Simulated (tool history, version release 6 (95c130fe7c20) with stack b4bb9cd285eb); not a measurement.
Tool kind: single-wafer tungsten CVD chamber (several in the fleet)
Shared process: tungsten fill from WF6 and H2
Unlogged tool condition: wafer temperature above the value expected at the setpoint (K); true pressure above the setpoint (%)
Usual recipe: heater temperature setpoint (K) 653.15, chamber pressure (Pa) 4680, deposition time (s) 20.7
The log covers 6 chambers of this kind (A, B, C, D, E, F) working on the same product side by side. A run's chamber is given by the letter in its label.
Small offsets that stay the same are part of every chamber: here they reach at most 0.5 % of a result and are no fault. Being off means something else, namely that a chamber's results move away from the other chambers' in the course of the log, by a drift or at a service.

| run | day | heater temperature setpoint (K) | chamber pressure (Pa) | deposition time (s) | hours since the last thermocouple change | hours since the last manometer calibration | read-back reference wafer on the same gauge, thickness_nm | mean film thickness on the monitor wafer (angstrom) |
|---|---|---|---|---|---|---|---|---|
| 1F | 0.175 | 653.15 | 4680 | 20.7 | 501.4 | 142.2 | 50.507 | 440.76 |
| 2A | 0.333 | 653.15 | 4680 | 20.7 | 2196.3 | 982.7 | 50.503 | 438.09 |
| 3D | 0.529 | 653.15 | 4680 | 20.7 | 731.2 | 723.0 | 50.504 | 437.88 |
| 4B | 0.679 | 653.15 | 4680 | 20.7 | 668.0 | 1169.1 | 50.542 | 440.30 |
| 5C | 0.783 | 653.15 | 4680 | 20.7 | 1107.1 | 871.3 | 50.529 | 439.66 |
| 6E | 0.917 | 653.15 | 4680 | 20.7 | 1119.7 | 1330.1 | 50.541 | 441.03 |
| 7B | 1.075 | 653.15 | 4680 | 20.7 | 677.5 | 1178.6 | 50.541 | 441.37 |
| 8D | 1.262 | 653.15 | 4680 | 20.7 | 748.8 | 740.6 | 50.568 | 438.68 |
| 9C | 1.462 | 653.15 | 4680 | 20.7 | 1123.4 | 887.6 | 50.582 | 440.05 |
| 10A | 1.654 | 653.15 | 4680 | 20.7 | 2228.0 | 1014.4 | 50.579 | 439.71 |
| 11E | 1.754 | 653.15 | 4680 | 20.7 | 1139.8 | 1350.2 | 50.580 | 439.30 |
| 12F | 1.954 | 653.15 | 4680 | 20.7 | 544.1 | 184.9 | 50.622 | 442.68 |
| 13E | 2.121 | 653.15 | 4680 | 20.7 | 1148.6 | 1359.0 | 50.613 | 441.02 |
| 14A | 2.279 | 653.15 | 4680 | 20.7 | 2243.0 | 1029.4 | 50.623 | 440.03 |
| 15D | 2.404 | 653.15 | 4680 | 20.7 | 776.2 | 768.0 | 50.617 | 439.39 |
| 16C | 2.500 | 653.15 | 3560 | 20.7 | 1148.3 | 912.5 | 50.615 | 385.86 |
| 17F | 2.633 | 653.15 | 3560 | 20.7 | 560.4 | 201.2 | 50.622 | 390.27 |
| 18B | 2.750 | 653.15 | 3560 | 20.7 | 717.7 | 1218.8 | 50.638 | 388.34 |
| 19C | 2.921 | 653.15 | 3560 | 20.7 | 1158.4 | 922.6 | 50.648 | 387.16 |
| 20F | 3.079 | 653.15 | 3560 | 20.7 | 571.1 | 211.9 | 50.665 | 389.29 |
| 21D | 3.204 | 653.15 | 3560 | 20.7 | 795.4 | 787.2 | 50.658 | 385.09 |
| 22A | 3.362 | 653.15 | 4680 | 20.7 | 2269.0 | 1055.4 | 50.669 | 440.97 |
| 23E | 3.458 | 640.15 | 5760 | 20.7 | 1180.7 | 1391.1 | 50.663 | 370.16 |
| 24B | 3.608 | 640.15 | 5760 | 20.7 | 738.3 | 1239.4 | 50.696 | 368.85 |
| 25A | 3.708 | 640.15 | 5760 | 20.7 | 2277.3 | 1063.7 | 50.679 | 371.80 |
| 26C | 3.804 | 640.15 | 5760 | 20.7 | 1179.6 | 943.8 | 50.710 | 371.11 |
| 27D | 3.904 | 640.15 | 5760 | 20.7 | 812.2 | 804.0 | 50.704 | 370.54 |
| 28E | 4.004 | 640.15 | 5760 | 20.7 | 1193.8 | 1404.2 | 50.717 | 369.97 |
| 29B | 4.204 | 645.15 | 5160 | 20.7 | 752.6 | 1253.7 | 50.722 | 391.72 |
| 30F | 4.388 | 645.15 | 5160 | 20.7 | 602.5 | 243.3 | 50.717 | 392.24 |
| 31E | 4.567 | 645.15 | 5160 | 20.7 | 1207.3 | 1417.7 | 50.735 | 391.33 |
| 32F | 4.683 | 645.15 | 5160 | 20.7 | 609.6 | 250.4 | 50.753 | 391.24 |
| 33B | 4.775 | 645.15 | 5160 | 20.7 | 766.3 | 1267.4 | 50.741 | 392.68 |
| 34C | 4.971 | 645.15 | 5160 | 20.7 | 1207.6 | 971.8 | 50.736 | 392.36 |
| 35D | 5.158 | 660.15 | 4146 | 20.7 | 842.3 | 834.1 | 50.757 | 476.52 |
| 36A | 5.358 | 660.15 | 4146 | 20.7 | 2316.9 | 1103.3 | 50.776 | 478.11 |
| 37E | 5.521 | 660.15 | 4146 | 20.7 | 1230.2 | 1440.6 | 50.784 | 481.96 |
| 38A | 5.683 | 660.15 | 4146 | 20.7 | 2324.7 | 1111.1 | 50.788 | 477.18 |
| 39F | 5.783 | 660.15 | 4146 | 20.7 | 636.0 | 276.8 | 50.781 | 483.29 |
| 40C | 5.896 | 660.15 | 4146 | 20.7 | 1229.8 | 994.0 | 50.801 | 480.23 |

One chamber off, gauge drift, or nothing amiss beyond the chambers' own small offsets? If it is a chamber, which one, and what is the likeliest cause?

It is the gauge, not a chamber: its drift shows up in every chamber's results at once, and no chamber is off.
What lies behind it: gauge reads high (%) = 0.61.
